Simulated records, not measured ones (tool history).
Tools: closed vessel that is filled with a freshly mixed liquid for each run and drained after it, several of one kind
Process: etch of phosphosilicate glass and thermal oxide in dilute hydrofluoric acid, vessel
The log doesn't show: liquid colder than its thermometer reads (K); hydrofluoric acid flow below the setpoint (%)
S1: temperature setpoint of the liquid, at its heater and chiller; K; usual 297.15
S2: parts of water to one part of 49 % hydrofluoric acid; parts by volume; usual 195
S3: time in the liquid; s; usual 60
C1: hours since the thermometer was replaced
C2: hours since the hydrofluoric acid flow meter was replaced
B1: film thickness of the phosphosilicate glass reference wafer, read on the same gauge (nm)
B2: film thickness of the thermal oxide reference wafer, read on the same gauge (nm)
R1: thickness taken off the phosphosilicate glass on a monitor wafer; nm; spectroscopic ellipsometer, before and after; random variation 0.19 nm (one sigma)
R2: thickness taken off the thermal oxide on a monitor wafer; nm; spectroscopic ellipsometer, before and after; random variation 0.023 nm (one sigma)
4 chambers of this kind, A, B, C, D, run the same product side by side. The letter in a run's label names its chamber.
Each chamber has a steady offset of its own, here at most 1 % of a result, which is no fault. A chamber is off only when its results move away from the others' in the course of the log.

run   hour      S1   S2  S3      C1      C2      B1      B2      R1       R2
 1C   11.8  297.15  195  60  1198.8   606.6  99.997  140.01   43.22   1.3108
 2B   23.5  297.15  195  60  2146.1    1015     100  140.02  43.071   1.3317
 3D   31.6  297.15  195  60  1311.1   374.6  100.02  139.99  42.714   1.3277
 4A     41  297.15  195  60   425.9   269.5     100  139.99  42.528   1.3159
 5C     48  297.15  195  60    1235   642.8  99.992  140.02  42.951   1.3422
 6D   55.8  297.15  195  35  1335.3   398.8  100.01  139.97  25.134  0.80836
 7B   66.2  297.15  195  35  2188.8  1057.7  100.01  140.02  25.151  0.78292
 8A   72.4  297.15  195  35   457.3   300.9  99.997     140  24.975   0.7761
 9C   81.6  297.15  195  35  1268.6   676.4     100  140.01  25.194  0.77017
10A   88.7  297.15  195  60   473.6   317.2  100.01  140.03  42.473    1.366
11D     98  297.15  195  60  1377.5     441     100  139.99  42.412   1.3459
12B  104.3  297.15  195  60  2226.9  1095.8  100.01  139.99  43.224   1.3302
13D  114.4  297.15  195  60  1393.9   457.4  99.982  139.98  42.912   1.3456
14B  123.6  297.15  195  60  2246.2  1115.1     100  139.98  43.214     1.36
15A  136.3  297.15  195  50   521.2   364.8  100.01  140.02  35.738   1.1135
       138  -- chamber A: hydrofluoric acid flow meter replaced
16C  143.4  297.15  195  50  1330.4   738.2  100.02  139.97  35.713   1.1371
17D  155.7  297.15  195  50  1435.2   498.7  99.997  139.98  35.748    1.139
18A  167.2  297.15  195  50   552.1    29.3  99.982  139.96  35.429   1.1393
19B  173.5  297.15  195  60  2296.1    1165  99.999  140.03  42.936   1.3293
     182.8  -- chamber D: thermometer replaced
20C  183.4  297.15  195  60  1370.4   778.2  99.995  140.01  43.161   1.3424
21C  194.4  297.15  195  60  1381.4   789.2  99.996  139.98  42.884   1.3586
22D  207.2  297.15  195  60    24.4   550.2  100.02     140  42.647   1.3471
23A  217.6  297.15  195  60   602.5    79.7     100     140  42.789   1.3361
24B  225.1  297.15  195  60  2347.7  1216.6   99.98  139.99  43.293    1.308
25A  237.2  297.15  195  60   622.1    99.3     100  139.98  42.691   1.3303
26B  244.8  297.15  195  60  2367.4  1236.3     100     140  43.257   1.3239
27D  256.3  297.15  195  60    73.5   599.3  99.988  139.99  42.958   1.3424
28C  266.3  297.15  195  60  1453.3   861.1  100.02  140.03   43.06   1.3039
29D  278.1  297.15  195  60    95.3   621.1  100.01     140  42.507   1.3439
30B  286.8  297.15  195  60  2409.4  1278.3  99.999  140.03  43.081   1.3192
31A  293.2  297.15  195  60   678.1   155.3  100.01  139.99  42.492    1.275
32C  299.6  297.15  195  60  1486.6   894.4  100.01  139.97  43.321   1.3486
33C  312.1  297.15  195  60  1499.1   906.9  99.996  140.04   43.15   1.3635
34A  320.2  297.15  195  60   705.1   182.3     100     140  42.551   1.3296
35D  331.1  297.15  195  60   148.3   674.1  99.993  139.98  42.731   1.2927
36B  343.4  297.15  230  60    2466  1334.9  100.02  140.02  35.359   1.0409
37A  354.6  297.15  230  60   739.5   216.7     100  139.98  34.761   1.0972

What goes on in this fleet: one chamber off, a drifting gauge, or nothing beyond the chambers' own small offsets? Name the chamber and the cause, if any.

No chamber stands off beyond its own small offset, and the gauge holds steady.
